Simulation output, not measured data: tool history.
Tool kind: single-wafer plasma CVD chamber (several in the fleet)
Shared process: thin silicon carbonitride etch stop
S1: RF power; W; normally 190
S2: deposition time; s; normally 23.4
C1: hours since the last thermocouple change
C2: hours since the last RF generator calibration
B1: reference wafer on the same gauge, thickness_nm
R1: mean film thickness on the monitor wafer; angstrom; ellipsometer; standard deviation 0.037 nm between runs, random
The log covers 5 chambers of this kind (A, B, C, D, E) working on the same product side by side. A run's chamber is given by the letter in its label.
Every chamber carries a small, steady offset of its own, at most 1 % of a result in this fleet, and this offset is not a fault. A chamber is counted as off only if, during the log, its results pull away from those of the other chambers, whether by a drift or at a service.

run	hour	S1	S2	C1	C2	B1	R1
1C	10.4	190	23.4	571.8	1479.8	10.999	131.21
2E	17.8	190	23.4	1634.8	974.3	10.993	131.14
3D	28.0	190	23.4	217.1	1178.6	10.999	130.44
4B	37.5	190	23.4	1442.0	526.8	11.000	130.18
5A	42.5	190	23.4	1222.5	1593.7	10.997	131.18
6A	52.1	190	23.4	1232.1	1603.3	10.997	131.51
7E	57.7	190	23.4	1674.7	1014.2	10.997	130.81
8C	64.5	170	23.4	625.9	1533.9	10.998	126.47
# hour 71.4: chamber A: RF generator calibrated
9B	72.0	170	23.4	1476.5	561.3	10.998	125.68
10D	80.0	170	23.4	269.1	1230.6	11.002	126.07
11B	90.0	170	23.4	1494.5	579.3	10.995	125.96
12C	100.9	170	23.4	662.3	1570.3	10.999	126.81
13D	109.7	190	25.1	298.8	1260.3	10.997	140.00
14A	119.2	190	25.1	1299.2	47.8	11.000	141.16
15E	124.7	190	25.1	1741.7	1081.2	10.992	140.54
16C	130.1	190	25.1	691.5	1599.5	11.011	141.01
17D	138.6	190	25.1	327.7	1289.2	11.003	139.61
18A	145.7	190	23.4	1325.7	74.3	11.000	131.63
19B	153.2	190	23.4	1557.7	642.5	10.999	128.87
20E	160.9	190	23.4	1777.9	1117.4	11.002	130.92
21B	171.5	190	23.4	1576.0	660.8	10.997	129.21
22D	177.2	190	23.4	366.3	1327.8	11.001	130.49
# hour 186.6: chamber C: RF generator calibrated
23A	188.3	190	23.4	1368.3	116.9	11.006	131.36
24E	197.6	190	23.4	1814.6	1154.1	11.000	131.17
25C	204.2	160	25.0	765.6	17.6	10.999	133.37
# hour 207.7: chamber B: thermocouple changed; heater temperature recalibrated
26D	215.2	160	25.0	404.3	1365.8	10.998	132.49
27A	222.3	160	25.0	1402.3	150.9	11.000	133.31
28B	230.4	160	25.0	22.7	719.7	11.002	130.75
29E	237.6	160	25.0	1854.6	1194.1	10.995	133.27
30C	247.8	190	23.4	809.2	61.2	10.999	131.51
31D	256.4	190	23.4	445.5	1407.0	11.000	130.81
32B	265.0	190	23.4	57.3	754.3	11.007	128.95

Decide between three cases: one chamber stands off from its peers, the gauge reading all wafers drifts, or nothing is wrong past each chamber's small offset. Where a chamber is off, say which and what most likely put it there.

Chamber B drifts away from the others.
Most likely cause: delivered RF power below the setpoint (%) = 5.97.

Here are 4 candidates for chamber B's next run, each the usual settings with a change, their results left as question marks. Which one brings its results back in line with what the others give on the usual settings?
To be in line, a result may differ from the other chambers' mean on the usual settings by at most: R1 1.30 angstrom
33B-1	273.0	175	23.4				?
33B-2	273.0	190	22.4				?
33B-3	273.0	220	23.4				?
33B-4	273.0	205	23.4				?

What the other chambers average on the usual settings: R1 131.09 angstrom
run	R1
33B-1	124.83
33B-2	122.44
33B-3	133.59
33B-4	130.82
33B-4 is the one that brings the chamber's results back in line with the other chambers.
